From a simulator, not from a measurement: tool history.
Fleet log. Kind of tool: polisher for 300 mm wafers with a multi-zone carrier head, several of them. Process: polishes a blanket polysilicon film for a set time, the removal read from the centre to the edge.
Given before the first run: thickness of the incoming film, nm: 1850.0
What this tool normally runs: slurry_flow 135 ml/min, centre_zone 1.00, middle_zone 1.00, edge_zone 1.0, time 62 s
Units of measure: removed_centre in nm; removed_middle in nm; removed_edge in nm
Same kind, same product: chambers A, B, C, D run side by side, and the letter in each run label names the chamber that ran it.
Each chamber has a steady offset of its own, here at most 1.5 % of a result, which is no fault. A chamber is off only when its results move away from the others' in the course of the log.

run,hour,slurry_flow,centre_zone,middle_zone,edge_zone,time,wafers polished on this pad,hours since the slurry nozzle was cleaned,hours since the centre zone pressure was calibrated,hours since the edge zone pressure was calibrated,removed_centre,removed_middle,removed_edge
# hour 11.6: chamber A: worn pad replaced by a new one
1C,13.5,135,1.00,1.00,1.0,62,475,642.7,615.3,351.9,582.34,579.05,584.14
2D,20.4,135,1.00,1.00,1.0,62,209,573.8,1046.5,593.8,578.29,589.07,598.74
# hour 25.0: chamber B: slurry nozzle cleaned
# hour 28.1: chamber B: worn pad replaced by a new one
3A,30.0,135,1.00,1.00,1.0,62,156,185.8,36.6,309.1,590.49,594.32,591.44
4B,37.0,135,1.00,1.00,1.0,62,75,12.0,300.7,742.1,582.39,591.74,582.77
5B,47.4,135,1.00,0.94,0.9,62,163,22.4,311.1,752.5,585.79,556.71,558.05
6C,53.8,135,1.00,0.94,0.9,62,817,683.0,655.6,392.2,584.36,548.85,555.14
7A,64.7,135,1.00,0.94,0.9,62,449,220.5,71.3,343.8,599.30,553.96,555.51
# hour 65.8: chamber C: worn pad replaced by a new one
# hour 74.0: chamber D: worn pad replaced by a new one
8D,76.0,135,1.00,0.94,0.9,62,17,629.4,1102.1,649.4,584.38,558.81,565.26
# hour 83.8: chamber D: slurry nozzle cleaned
9A,84.3,135,1.00,1.04,1.0,62,615,240.1,90.9,363.4,592.74,608.65,592.01
10C,93.1,135,1.00,1.04,1.0,62,231,722.3,694.9,431.5,585.38,596.13,583.49
11D,99.9,135,1.00,1.04,1.0,62,219,16.1,1126.0,673.3,592.93,612.08,595.42
12B,111.1,135,1.00,1.04,1.0,62,702,86.1,374.8,816.2,579.95,607.84,586.28
13C,120.5,135,1.00,1.00,1.0,62,463,749.7,722.3,458.9,593.26,586.06,590.09
# hour 121.1: chamber B: worn pad replaced by a new one
14A,128.7,135,1.00,1.00,1.0,62,991,284.5,135.3,407.8,605.56,588.06,589.29
# hour 133.6: chamber A: worn pad replaced by a new one
# hour 136.0: chamber C: slurry nozzle cleaned
15B,139.9,135,1.00,1.00,1.0,62,159,114.9,403.6,845.0,581.39,586.02,585.86
16D,146.2,135,1.00,1.00,1.0,62,611,62.4,1172.3,719.6,588.51,593.92,590.74
17D,156.1,135,1.00,1.00,1.0,62,695,72.3,1182.2,729.5,573.41,590.77,598.51
# hour 162.4: chamber D: worn pad replaced by a new one
18C,162.6,135,1.00,1.00,1.0,62,819,26.7,764.4,501.0,579.43,590.60,590.22
19B,169.3,135,1.00,1.00,1.0,62,408,144.3,433.0,874.4,582.14,581.32,589.75
# hour 176.5: chamber C: worn pad replaced by a new one
20A,181.3,135,1.00,1.00,1.0,62,404,337.1,187.9,460.4,589.35,592.19,593.41
21C,187.8,135,1.00,1.00,1.0,62,95,51.9,789.6,526.2,584.46,574.65,586.13
# hour 191.3: chamber B: edge zone pressure recalibrated
22B,200.2,135,1.00,1.00,1.0,62,670,175.2,463.9,8.9,586.32,579.84,592.96
23A,210.3,135,1.00,1.00,1.0,62,649,366.1,216.9,489.4,597.86,597.46,588.04
# hour 217.1: chamber A: edge zone pressure recalibrated
24D,221.7,135,1.00,1.00,1.0,62,502,137.9,1247.8,795.1,581.13,591.99,596.59
# hour 223.0: chamber B: worn pad replaced by a new one
25D,235.3,135,1.00,1.00,1.0,62,617,151.5,1261.4,808.7,586.84,584.66,603.02
# hour 239.7: chamber D: centre zone pressure recalibrated
26C,247.2,135,1.00,1.00,1.0,62,598,111.3,849.0,585.6,590.51,577.65,583.12
# hour 248.5: chamber D: worn pad replaced by a new one
# hour 248.9: chamber A: worn pad replaced by a new one
27B,255.6,135,0.91,1.00,1.0,62,276,230.6,519.3,64.3,528.61,580.66,582.68
28A,267.8,135,0.91,1.00,1.0,62,160,423.6,274.4,50.8,539.74,600.36,590.52
# hour 277.8: chamber C: worn pad replaced by a new one
29D,279.6,135,0.91,1.00,1.0,62,263,195.8,39.9,853.0,533.79,591.83,595.58
30B,288.0,135,0.91,1.00,1.0,62,551,263.0,551.7,96.7,525.00,591.99,586.15
31C,298.0,135,1.00,1.00,1.0,54,171,162.1,899.8,636.4,509.28,500.77,516.22
32A,306.5,135,1.00,1.00,1.0,54,488,462.3,313.1,89.5,516.60,515.50,514.44
33B,315.3,135,1.00,1.00,1.0,54,782,290.3,579.0,124.0,509.18,512.13,507.44
# hour 316.6: chamber B: worn pad replaced by a new one
34C,328.5,135,1.00,1.00,1.0,54,429,192.6,930.3,666.9,504.86,512.54,512.52
# hour 337.6: chamber D: worn pad replaced by a new one
35D,338.2,135,1.00,1.00,1.0,62,5,254.4,98.5,911.6,582.52,594.09,593.82
36A,349.5,135,1.00,1.00,1.0,62,852,505.3,356.1,132.5,607.74,596.65,593.95
# hour 360.7: chamber A: worn pad replaced by a new one
37B,361.3,135,1.00,1.00,1.0,62,379,336.3,625.0,170.0,578.64,591.51,584.68
38A,373.1,135,1.00,1.00,1.0,62,105,528.9,379.7,156.1,599.95,588.81,587.85
39D,381.2,135,1.00,1.00,1.0,55,369,297.4,141.5,954.6,504.79,524.48,525.23
# hour 392.9: chamber C: worn pad replaced by a new one
40C,393.7,135,1.00,1.00,1.0,55,7,257.8,995.5,732.1,524.18,517.23,526.03
41C,405.1,135,1.00,1.00,1.0,55,103,269.2,1006.9,743.5,515.80,522.64,514.80
42D,414.2,135,1.00,1.00,1.0,55,648,330.4,174.5,987.6,525.67,524.13,526.83
43A,420.4,135,1.00,1.00,1.0,62,505,576.2,427.0,203.4,590.88,597.68,593.85
# hour 424.1: chamber B: worn pad replaced by a new one
44B,433.0,135,1.00,1.00,1.0,62,75,408.0,696.7,241.7,585.36,591.36,575.96

Which is it: a chamber that has drifted or been left off by a service, a gauge drift common to all chambers, or only each chamber's usual small offset? If a chamber is off, name it and its likeliest cause.

Beyond each chamber's small constant offset nothing stands out, and the gauge stays steady.
